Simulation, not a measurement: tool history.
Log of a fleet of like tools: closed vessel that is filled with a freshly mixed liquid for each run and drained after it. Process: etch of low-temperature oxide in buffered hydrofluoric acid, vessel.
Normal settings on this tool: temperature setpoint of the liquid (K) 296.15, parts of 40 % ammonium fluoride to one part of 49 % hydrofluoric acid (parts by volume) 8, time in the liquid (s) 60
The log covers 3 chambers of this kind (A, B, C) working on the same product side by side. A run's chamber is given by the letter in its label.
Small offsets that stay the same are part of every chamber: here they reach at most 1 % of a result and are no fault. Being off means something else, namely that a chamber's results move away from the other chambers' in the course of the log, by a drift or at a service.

run,hour,temperature setpoint of the liquid (K),parts of 40 % ammonium fluoride to one part of 49 % hydrofluoric acid (parts by volume),time in the liquid (s),hours since the thermometer was replaced,hours since the hydrofluoric acid flow meter was replaced,"read-back film thickness of the low-temperature oxide reference wafer, read on the same gauge (nm)",thickness taken off the low-temperature oxide on a monitor wafer (angstrom)
1C,5.7,296.15,8,60,408.3,677.4,60.058,1466.1
2B,9,296.15,8,60,921.7,226.3,60.019,1455
3A,15.5,296.15,8,60,2026.9,1410,60.003,1454.6
4A,22.2,296.15,8,60,2033.6,1416.7,60.043,1459.3
5C,29,300.65,8,60,431.6,700.7,60.001,1860.6
6B,33.7,300.65,8,60,946.4,251,59.968,1844.8
7C,37.6,300.65,8,60,440.2,709.3,60.007,1851.9
8B,43.3,296.15,8,60,956,260.6,60.004,1427.4
9A,46.5,296.15,8,60,2057.9,1441,59.996,1450.4
10B,50.2,296.15,8,60,962.9,267.5,59.959,1450.4
11C,53.9,296.15,8,60,456.5,725.6,59.998,1455.2
12A,58.1,296.15,8,60,2069.5,1452.6,60.001,1444.8
13A,63.8,296.15,8,60,2075.2,1458.3,60.012,1475.3
14C,69.5,296.15,8,60,472.1,741.2,60.024,1474.7
15B,72.6,296.15,8,60,985.3,289.9,60.002,1455.8
16A,78.8,296.15,8,60,2090.2,1473.3,60.033,1458.6
17B,83,296.15,8,60,995.7,300.3,59.961,1434.9
18C,86.2,296.15,8,60,488.8,757.9,60.032,1478.9
19B,89.3,296.15,8,60,1002,306.6,60.015,1419.3
20A,92.9,296.15,8,60,2104.3,1487.4,59.99,1473.4
21C,98.2,296.15,8,60,500.8,769.9,60.011,1453.9
22B,105.1,296.15,8,60,1017.8,322.4,59.96,1432.4
23A,111.7,296.15,8,60,2123.1,1506.2,60.013,1498.8
24C,117.6,296.15,8,30,520.2,789.3,60.037,731.11
25B,123.5,296.15,8,30,1036.2,340.8,60.045,721.1
26A,129.1,296.15,8,30,2140.5,1523.6,60.001,756.2
27C,134.4,293.65,8,45,537,806.1,59.992,947.55
28A,139.3,293.65,8,45,2150.7,1533.8,60.029,1003.2
29C,144.7,293.65,8,45,547.3,816.4,59.957,953.9
30B,150.4,296.15,8,60,1063.1,367.7,60,1453.1
31C,156.6,296.15,8,60,559.2,828.3,60.032,1449.7
32B,162.4,296.15,8,60,1075.1,379.7,60.013,1458.4
33A,168.8,296.15,8,60,2180.2,1563.3,59.989,1553.2
34C,172.9,296.15,8,60,575.5,844.6,59.973,1467.9
35A,177.6,296.15,8,60,2189,1572.1,59.958,1574.3
36B,183.4,296.15,8,60,1096.1,400.7,59.972,1444.9
37A,189.2,296.15,8,60,2200.6,1583.7,59.98,1595.9
38C,194.1,296.15,6,30,596.7,865.8,60.046,963.1

All chambers now run identical settings, listed one chamber a line with results as question marks. What results will each chamber show?
39A,199.1,296.15,8,60,,,,?
39B,199.1,296.15,8,60,,,,?
39C,199.1,296.15,8,60,,,,?

run,thickness taken off the low-temperature oxide on a monitor wafer (angstrom)
39A,1587.1
39B,1459.2
39C,1455.8
